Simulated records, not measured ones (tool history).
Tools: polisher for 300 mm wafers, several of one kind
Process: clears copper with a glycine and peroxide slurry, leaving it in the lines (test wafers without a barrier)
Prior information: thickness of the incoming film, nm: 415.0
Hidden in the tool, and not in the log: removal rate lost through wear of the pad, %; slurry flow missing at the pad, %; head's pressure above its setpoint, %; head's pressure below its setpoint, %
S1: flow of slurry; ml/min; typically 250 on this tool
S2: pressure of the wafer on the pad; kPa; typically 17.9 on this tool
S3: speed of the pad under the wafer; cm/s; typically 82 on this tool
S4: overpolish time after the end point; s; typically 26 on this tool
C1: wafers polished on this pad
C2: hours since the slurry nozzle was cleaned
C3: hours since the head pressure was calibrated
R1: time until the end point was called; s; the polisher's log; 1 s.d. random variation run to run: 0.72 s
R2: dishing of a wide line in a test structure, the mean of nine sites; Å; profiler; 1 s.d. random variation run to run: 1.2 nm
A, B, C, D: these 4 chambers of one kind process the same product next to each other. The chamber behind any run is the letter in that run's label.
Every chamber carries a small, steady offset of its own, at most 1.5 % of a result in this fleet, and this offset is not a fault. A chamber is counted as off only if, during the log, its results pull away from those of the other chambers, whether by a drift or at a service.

run	day	S1	S2	S3	S4	C1	C2	C3	R1	R2
# day 0.142: chamber D: worn pad replaced by a new one
1B	0.312	250	17.9	82	26	247	85.0	231.2	79.043	456.33
# day 0.408: chamber C: worn pad replaced by a new one
2A	0.725	250	17.9	82	26	715	78.2	56.6	80.125	445.40
3D	1.033	250	17.9	82	26	130	349.1	147.0	80.096	477.57
4C	1.321	250	17.9	82	26	134	119.3	333.3	80.335	481.77
5C	1.546	250	17.9	82	26	167	124.7	338.7	80.749	476.84
6D	1.938	250	17.9	82	26	263	370.8	168.7	80.124	460.17
7B	2.179	250	17.9	82	26	520	129.8	276.0	79.613	483.38
8A	2.567	250	17.9	82	26	985	122.4	100.8	79.794	453.03
# day 2.792: chamber B: worn pad replaced by a new one
9A	2.958	250	17.9	82	26	1042	131.8	110.2	79.923	475.06
# day 3.250: chamber A: worn pad replaced by a new one
10C	3.292	250	17.9	82	26	422	166.6	380.6	80.203	465.44
11D	3.662	250	17.9	82	26	515	412.2	210.1	80.290	477.74
12B	3.967	295	13.8	82	26	172	172.7	318.9	95.437	457.98
13D	4.208	295	13.8	82	26	595	425.3	223.2	97.511	437.46
14A	4.588	295	13.8	82	26	195	170.9	149.3	95.618	444.67
15B	4.788	295	13.8	82	26	292	192.4	338.6	95.304	438.58
# day 4.925: chamber C: worn pad replaced by a new one
# day 4.950: chamber C: slurry nozzle cleaned
16C	5.046	250	12.4	82	26	17	2.4	422.7	105.610	431.08
17B	5.446	250	12.4	82	26	388	208.2	354.4	105.040	438.84
18C	5.838	250	12.4	82	26	133	21.4	441.7	106.530	424.66
19A	6.171	250	12.4	82	26	427	208.9	187.3	105.290	412.97
# day 6.317: chamber D: worn pad replaced by a new one
20D	6.362	165	17.9	82	38	7	477.0	274.9	83.947	486.50
# day 6.521: chamber B: worn pad replaced by a new one
21D	6.558	165	17.9	82	38	35	481.7	279.6	84.973	526.85
22C	6.779	165	17.9	82	38	271	44.0	464.3	85.047	497.95
23A	7.008	165	17.9	82	38	549	229.0	207.4	84.626	503.86
24B	7.421	250	17.9	56	26	131	255.6	401.8	108.730	428.63
# day 7.767: chamber A: slurry nozzle cleaned
25B	7.833	250	17.9	56	26	192	265.5	411.7	107.750	437.95
26C	8.175	250	17.9	56	26	475	77.5	497.8	107.290	448.71
27D	8.404	250	17.9	56	26	305	526.0	323.9	108.680	448.63
# day 8.512: chamber B: slurry nozzle cleaned
28A	8.592	250	17.9	82	26	781	19.8	245.4	80.342	438.39
29D	8.908	250	17.9	82	26	379	538.1	336.0	80.487	466.87
30C	9.217	250	17.9	82	26	628	102.5	522.8	81.332	465.10
# day 9.454: chamber C: worn pad replaced by a new one
31B	9.488	250	17.9	82	26	434	23.5	451.4	82.473	468.01
32A	9.850	250	17.9	82	26	965	50.0	275.6	79.136	469.58
33B	10.121	250	17.9	82	26	526	38.7	466.6	83.399	471.70
34A	10.358	250	17.9	82	26	1040	62.2	287.8	78.450	442.07
# day 10.521: chamber A: worn pad replaced by a new one
# day 10.538: chamber B: worn pad replaced by a new one
35C	10.712	250	17.9	82	26	184	138.4	558.7	80.390	489.28
36D	11.108	250	17.9	82	26	701	590.9	388.8	82.356	475.48
37B	11.321	220	12.4	82	26	114	67.5	495.4	109.420	424.13
38D	11.588	220	12.4	82	26	771	602.4	400.3	108.410	442.56
39A	11.929	220	12.4	82	26	206	99.9	325.5	107.950	412.82
40C	12.267	220	12.4	82	26	411	175.7	596.0	106.070	435.00
41A	12.529	250	17.9	82	26	294	114.3	339.9	80.804	455.25

One chamber off, gauge drift, or nothing amiss beyond the chambers' own small offsets? If it is a chamber, which one, and what is the likeliest cause?

Chamber B drifts away from the others.
What lies behind it: head's pressure below its setpoint, % = 9.46.

Chamber B could run next with any of the 4 candidate recipes listed below; each alters the usual settings, and their results appear as question marks. Which one brings its results back in line with what the other chambers deliver on the usual settings?
In line means no further than this from the other chambers' mean on the usual settings: R1 2.500 s; R2 41.00 Å
42B-1	12.825	250	18.6	86	26				?	?
42B-2	12.825	250	17.2	78	26				?	?
42B-3	12.825	255	19.3	88	27				?	?
42B-4	12.825	245	16.5	76	25				?	?

The other chambers' mean on the usual settings: R1 80.462 s; R2 467.80 Å
run	R1	R2
42B-1	80.667	471.91
42B-2	92.186	456.52
42B-3	76.845	482.60
42B-4	97.067	442.04
The answer is 42B-1, which returns the chamber to within the allowed miss of the others.
